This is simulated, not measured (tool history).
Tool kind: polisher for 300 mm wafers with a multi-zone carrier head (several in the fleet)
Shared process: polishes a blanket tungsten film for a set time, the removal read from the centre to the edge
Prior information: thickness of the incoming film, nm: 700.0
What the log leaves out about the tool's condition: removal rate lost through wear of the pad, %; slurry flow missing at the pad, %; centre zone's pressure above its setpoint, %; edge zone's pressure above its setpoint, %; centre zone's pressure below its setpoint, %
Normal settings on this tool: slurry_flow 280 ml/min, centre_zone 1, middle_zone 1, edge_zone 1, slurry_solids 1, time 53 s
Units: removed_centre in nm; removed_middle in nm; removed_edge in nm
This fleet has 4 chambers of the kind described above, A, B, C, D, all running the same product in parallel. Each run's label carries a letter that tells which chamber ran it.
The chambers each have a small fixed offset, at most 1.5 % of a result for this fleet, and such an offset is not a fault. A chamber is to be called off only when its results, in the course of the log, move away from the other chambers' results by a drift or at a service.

run	day	slurry_flow	centre_zone	middle_zone	edge_zone	slurry_solids	time	wafers polished on this pad	hours since the slurry nozzle was cleaned	hours since the centre zone pressure was calibrated	hours since the edge zone pressure was calibrated	removed_centre	removed_middle	removed_edge
1B	0.192	280	1	1	1	1	53	316	512.0	1173.0	339.1	155.390	159.000	154.66
# day 0.267: chamber C: worn pad replaced by a new one
# day 0.308: chamber A: worn pad replaced by a new one
2C	0.342	280	1	1	1	1	53	16	171.8	898.8	224.4	153.970	150.990	155.90
3D	0.442	280	1	1	1	1	53	271	506.0	711.3	503.4	155.130	154.980	155.88
4A	0.575	280	1	1	1	1	53	55	234.1	647.2	348.3	154.680	157.040	155.48
5D	0.679	280	1	1	1	1	45	320	511.7	717.0	509.1	131.220	134.400	130.82
6A	0.775	280	1	1	1	1	45	96	238.9	652.0	353.1	128.950	133.730	133.20
7C	0.971	280	1	1	1	1	45	145	186.9	913.9	239.5	130.550	127.990	130.18
8B	1.179	280	1	1	1	1	45	519	535.7	1196.7	362.8	132.320	133.840	132.15
# day 1.212: chamber D: edge zone pressure recalibrated
9A	1.383	280	1	1	1	1	53	222	253.5	666.6	367.7	152.780	155.780	153.39
# day 1.467: chamber D: centre zone pressure recalibrated
10B	1.508	280	1	1	1	1	53	587	543.6	1204.6	370.7	158.780	157.610	154.81
11C	1.625	240	1	1	1	1	37	280	202.6	929.6	255.2	107.040	106.190	105.60
12D	1.775	240	1	1	1	1	37	546	538.0	7.5	13.5	97.935	108.530	107.79
13A	1.983	240	1	1	1	1	37	345	267.9	681.0	382.1	107.510	106.990	108.36
14D	2.083	240	1	1	1	1	37	609	545.4	14.9	20.9	95.142	108.540	107.64
15C	2.242	280	1	1	1	1	35	407	217.4	944.4	270.0	103.200	100.140	100.60
16B	2.362	280	1	1	1	1	35	762	564.1	1225.1	391.2	100.740	103.800	102.32
17C	2.496	280	1	1	1	1	35	459	223.5	950.5	276.1	103.140	99.936	101.63
# day 2.512: chamber D: slurry nozzle cleaned
18A	2.592	280	1	1	1	1	35	470	282.5	695.6	396.7	100.080	102.470	101.59
# day 2.708: chamber C: worn pad replaced by a new one
19B	2.708	280	1	1	1	1	53	834	572.4	1233.4	399.5	158.460	158.480	155.65
20D	2.812	280	1	1	1	1	53	759	7.2	32.4	38.4	140.300	157.200	154.46
21D	2.946	280	1	1	1	1	53	787	10.4	35.6	41.6	139.520	154.760	157.07
22A	3.121	325	1	1	1	1	40	579	295.2	708.3	409.4	117.800	119.470	118.62
23B	3.229	325	1	1	1	1	40	941	584.9	1245.9	412.0	120.650	119.050	116.94
24C	3.388	325	1	1	1	1	40	140	244.9	971.9	297.5	117.760	118.100	117.15
25A	3.592	325	1	1	1	1	40	676	306.5	719.6	420.7	120.910	120.830	119.22

The same settings go to every chamber for the next run, one line per chamber below. Forecast the results for each:
26A	3.742	190	1	1	1	1	53					?	?	?
26B	3.742	190	1	1	1	1	53					?	?	?
26C	3.742	190	1	1	1	1	53					?	?	?
26D	3.742	190	1	1	1	1	53					?	?	?

run	removed_centre	removed_middle	removed_edge
26A	144.760	149.320	147.52
26B	143.920	150.080	146.69
26C	143.170	147.500	148.44
26D	131.070	147.480	149.22

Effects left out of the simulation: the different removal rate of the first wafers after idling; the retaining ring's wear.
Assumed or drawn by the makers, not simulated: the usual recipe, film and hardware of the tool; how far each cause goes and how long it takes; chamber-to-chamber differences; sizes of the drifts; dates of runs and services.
